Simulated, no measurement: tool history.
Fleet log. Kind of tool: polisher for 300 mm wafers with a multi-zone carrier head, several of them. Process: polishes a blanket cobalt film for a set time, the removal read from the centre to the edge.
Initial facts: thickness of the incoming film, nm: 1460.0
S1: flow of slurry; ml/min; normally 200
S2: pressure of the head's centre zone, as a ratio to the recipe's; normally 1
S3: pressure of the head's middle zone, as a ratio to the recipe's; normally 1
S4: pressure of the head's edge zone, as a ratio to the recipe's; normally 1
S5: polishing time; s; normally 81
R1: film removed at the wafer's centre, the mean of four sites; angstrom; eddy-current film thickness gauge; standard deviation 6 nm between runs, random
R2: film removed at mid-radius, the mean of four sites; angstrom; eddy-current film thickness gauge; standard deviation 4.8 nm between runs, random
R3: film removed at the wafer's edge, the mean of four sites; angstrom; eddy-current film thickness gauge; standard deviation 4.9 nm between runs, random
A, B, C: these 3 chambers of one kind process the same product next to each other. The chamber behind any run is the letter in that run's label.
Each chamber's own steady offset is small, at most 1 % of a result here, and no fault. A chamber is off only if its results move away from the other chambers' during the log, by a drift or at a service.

| run | hour | S1 | S2 | S3 | S4 | S5 | R1 | R2 | R3 |
|---|---|---|---|---|---|---|---|---|---|
| 1B | 12.6 | 200 | 1 | 1 | 1 | 81 | 5118.0 | 5148.7 | 5090.9 |
| 2A | 19.8 | 200 | 1 | 1 | 1 | 81 | 5316.1 | 5158.5 | 5236.0 |
| 3C | 33.6 | 200 | 1 | 1 | 1 | 81 | 5049.4 | 5113.5 | 5139.4 |
| 4C | 45.4 | 200 | 1 | 1 | 1 | 81 | 5194.1 | 5169.2 | 5189.1 |
| 5A | 55.1 | 200 | 1 | 1 | 1 | 81 | 5224.0 | 5168.0 | 5215.3 |
|  | 56.0 | chamber A: worn pad replaced by a new one |
|  | 67.0 | chamber C: worn pad replaced by a new one |
| 6B | 67.5 | 200 | 1 | 1 | 1 | 81 | 5237.4 | 5028.6 | 5134.9 |
| 7C | 78.0 | 200 | 1 | 1 | 1 | 81 | 5144.2 | 5196.9 | 5140.1 |
| 8A | 88.3 | 200 | 1 | 1 | 1 | 81 | 5248.6 | 5054.7 | 5157.4 |
| 9B | 96.2 | 200 | 1 | 1 | 1 | 81 | 5108.9 | 5021.0 | 5159.6 |
| 10C | 104.9 | 200 | 1 | 1 | 1 | 81 | 5279.8 | 5155.6 | 5194.8 |
| 11B | 114.6 | 200 | 1 | 1 | 1 | 81 | 5208.1 | 5062.9 | 5004.1 |
| 12A | 123.3 | 200 | 1 | 1 | 1 | 81 | 5231.1 | 5121.1 | 5108.7 |
| 13B | 131.0 | 200 | 1 | 1 | 1 | 57 | 3562.8 | 3512.7 | 3622.3 |
|  | 138.1 | chamber A: worn pad replaced by a new one |
| 14C | 142.1 | 200 | 1 | 1 | 1 | 57 | 3641.4 | 3655.0 | 3670.6 |
| 15A | 148.6 | 200 | 1 | 1 | 1 | 57 | 3535.2 | 3533.5 | 3528.0 |
|  | 149.8 | chamber B: worn pad replaced by a new one |
| 16C | 154.9 | 200 | 1 | 1 | 1 | 81 | 5155.1 | 5183.9 | 5202.7 |
|  | 156.4 | chamber C: edge zone pressure recalibrated |
| 17B | 165.2 | 200 | 1 | 1 | 1 | 81 | 5116.4 | 5170.6 | 5146.7 |
| 18A | 179.0 | 200 | 1 | 1 | 1 | 81 | 4989.7 | 4924.1 | 5061.0 |
| 19A | 191.2 | 200 | 1 | 1 | 1 | 81 | 4978.1 | 4942.3 | 4961.0 |
| 20C | 201.4 | 200 | 1 | 1 | 1 | 81 | 5062.2 | 5175.0 | 5115.4 |
| 21B | 210.3 | 200 | 1 | 1 | 1 | 81 | 5091.5 | 5112.4 | 5015.2 |
|  | 214.7 | chamber A: worn pad replaced by a new one |
|  | 216.1 | chamber C: worn pad replaced by a new one |
| 22C | 222.1 | 200 | 1 | 1 | 1 | 81 | 5146.1 | 5177.4 | 5173.9 |
| 23B | 231.4 | 240 | 1 | 1 | 1 | 90 | 5762.3 | 5761.1 | 5779.3 |
| 24A | 242.1 | 240 | 1 | 1 | 1 | 90 | 5431.4 | 5484.8 | 5558.7 |

Each of the 3 chambers runs these same settings next. Fill in every chamber's results:
| 25A | 252.0 | 200 | 1 | 1 | 1 | 81 | ? | ? | ? |
| 25B | 252.0 | 200 | 1 | 1 | 1 | 81 | ? | ? | ? |
| 25C | 252.0 | 200 | 1 | 1 | 1 | 81 | ? | ? | ? |

| run | R1 | R2 | R3 |
|---|---|---|---|
| 25A | 4765.5 | 4747.5 | 4819.3 |
| 25B | 5069.3 | 5054.5 | 5153.1 |
| 25C | 5204.5 | 5135.7 | 5146.9 |
